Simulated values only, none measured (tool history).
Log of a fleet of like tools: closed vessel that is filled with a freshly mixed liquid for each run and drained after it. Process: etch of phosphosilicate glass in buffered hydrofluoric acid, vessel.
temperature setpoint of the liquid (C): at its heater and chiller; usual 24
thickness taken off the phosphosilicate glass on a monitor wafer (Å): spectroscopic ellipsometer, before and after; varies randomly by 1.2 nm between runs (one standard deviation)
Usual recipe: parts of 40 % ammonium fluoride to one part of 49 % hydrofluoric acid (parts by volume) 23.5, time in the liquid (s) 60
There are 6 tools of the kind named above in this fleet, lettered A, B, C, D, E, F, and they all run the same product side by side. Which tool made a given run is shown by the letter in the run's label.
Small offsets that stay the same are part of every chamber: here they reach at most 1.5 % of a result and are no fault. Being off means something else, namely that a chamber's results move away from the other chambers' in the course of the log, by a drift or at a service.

| run | hour | temperature setpoint of the liquid (C) | parts of 40 % ammonium fluoride to one part of 49 % hydrofluoric acid (parts by volume) | time in the liquid (s) | read-back film thickness of the phosphosilicate glass reference wafer, read on the same gauge (nm) | thickness taken off the phosphosilicate glass on a monitor wafer (Å) |
|---|---|---|---|---|---|---|
|  | 9.7 | chamber E: hydrofluoric acid flow meter replaced |
| 1A | 14.5 | 24 | 23.5 | 60 | 119.99 | 1401.4 |
| 2C | 26.5 | 24 | 23.5 | 60 | 119.99 | 1391.9 |
| 3D | 34.4 | 24 | 23.5 | 60 | 119.98 | 1409.8 |
| 4B | 44.7 | 24 | 23.5 | 60 | 120.02 | 1367.5 |
| 5E | 52 | 24 | 23.5 | 60 | 120.01 | 1381.6 |
| 6F | 66.5 | 24 | 23.5 | 60 | 120.01 | 1377.3 |
|  | 71.6 | chamber A: hydrofluoric acid flow meter replaced |
| 7C | 79.4 | 24 | 23.5 | 60 | 120.01 | 1396.4 |
|  | 89.8 | chamber D: thermometer replaced |
| 8D | 92.1 | 24 | 23.5 | 60 | 120 | 1393 |
|  | 94.7 | chamber E: thermometer replaced |
| 9F | 103.2 | 24 | 23.5 | 60 | 119.99 | 1386.5 |
| 10E | 110.7 | 24 | 23.5 | 60 | 119.99 | 1360.1 |
| 11A | 120.3 | 24 | 23.5 | 60 | 120.01 | 1387 |
| 12B | 133 | 24 | 23.5 | 60 | 120.01 | 1388.6 |
| 13E | 141.1 | 24 | 30 | 85 | 119.97 | 1667.1 |
| 14D | 148.4 | 24 | 30 | 85 | 120 | 1665 |
| 15F | 160.2 | 24 | 30 | 85 | 119.99 | 1674.2 |
| 16C | 168.7 | 24 | 30 | 85 | 120.01 | 1672.7 |
| 17B | 181.9 | 24 | 30 | 85 | 119.97 | 1663.3 |
| 18A | 189.1 | 24 | 30 | 85 | 120 | 1686.3 |
| 19E | 198.7 | 24 | 23.5 | 60 | 120.01 | 1413.3 |
| 20D | 212.4 | 24 | 23.5 | 60 | 120.01 | 1393 |
| 21B | 219.3 | 24 | 23.5 | 60 | 120.02 | 1395.3 |
| 22A | 231.3 | 24 | 23.5 | 60 | 119.99 | 1390.7 |
| 23C | 239.4 | 24 | 23.5 | 60 | 119.99 | 1379.6 |
| 24F | 250.4 | 24 | 23.5 | 60 | 120 | 1371.9 |
| 25D | 263.6 | 24 | 23.5 | 60 | 120.01 | 1407.8 |
| 26E | 275.3 | 24 | 23.5 | 60 | 119.99 | 1375.5 |
| 27C | 290.1 | 24 | 23.5 | 70 | 120 | 1622 |
| 28B | 300.4 | 24 | 23.5 | 70 | 120 | 1602.9 |
| 29A | 313.6 | 24 | 23.5 | 70 | 120.02 | 1626.7 |
| 30F | 326.3 | 24 | 23.5 | 70 | 120.01 | 1637 |
| 31F | 340.2 | 24 | 23.5 | 70 | 119.99 | 1598 |
| 32B | 354.8 | 24 | 23.5 | 70 | 120.01 | 1598.8 |
| 33E | 361.5 | 24 | 23.5 | 60 | 120.01 | 1382.7 |
|  | 368 | chamber F: hydrofluoric acid flow meter replaced |
| 34A | 375.8 | 24 | 23.5 | 60 | 120 | 1396.7 |
| 35C | 386.4 | 24 | 23.5 | 60 | 120 | 1410 |
| 36D | 398 | 24 | 23.5 | 60 | 119.98 | 1414.7 |
| 37F | 408.8 | 24 | 23.5 | 60 | 120.01 | 1406.5 |
| 38A | 419.9 | 24 | 23.5 | 60 | 119.99 | 1408.9 |
| 39C | 430.5 | 24 | 23.5 | 60 | 120.01 | 1388.1 |
| 40D | 445 | 24 | 23.5 | 60 | 120.01 | 1407.8 |
| 41E | 455.8 | 24 | 23.5 | 60 | 120.02 | 1370.7 |
| 42B | 465.4 | 24 | 26.5 | 90 | 120 | 1930.5 |
| 43D | 477 | 24 | 26.5 | 90 | 120 | 1951.2 |

Read the log: is a single chamber off, either drifting away or since a service, is the gauge that measures every chamber drifting, or is nothing wrong beyond small per-chamber offsets? Name any odd chamber and what most likely caused it.

No chamber is off and the gauge is stable; the differences are just each chamber's small, constant offset.

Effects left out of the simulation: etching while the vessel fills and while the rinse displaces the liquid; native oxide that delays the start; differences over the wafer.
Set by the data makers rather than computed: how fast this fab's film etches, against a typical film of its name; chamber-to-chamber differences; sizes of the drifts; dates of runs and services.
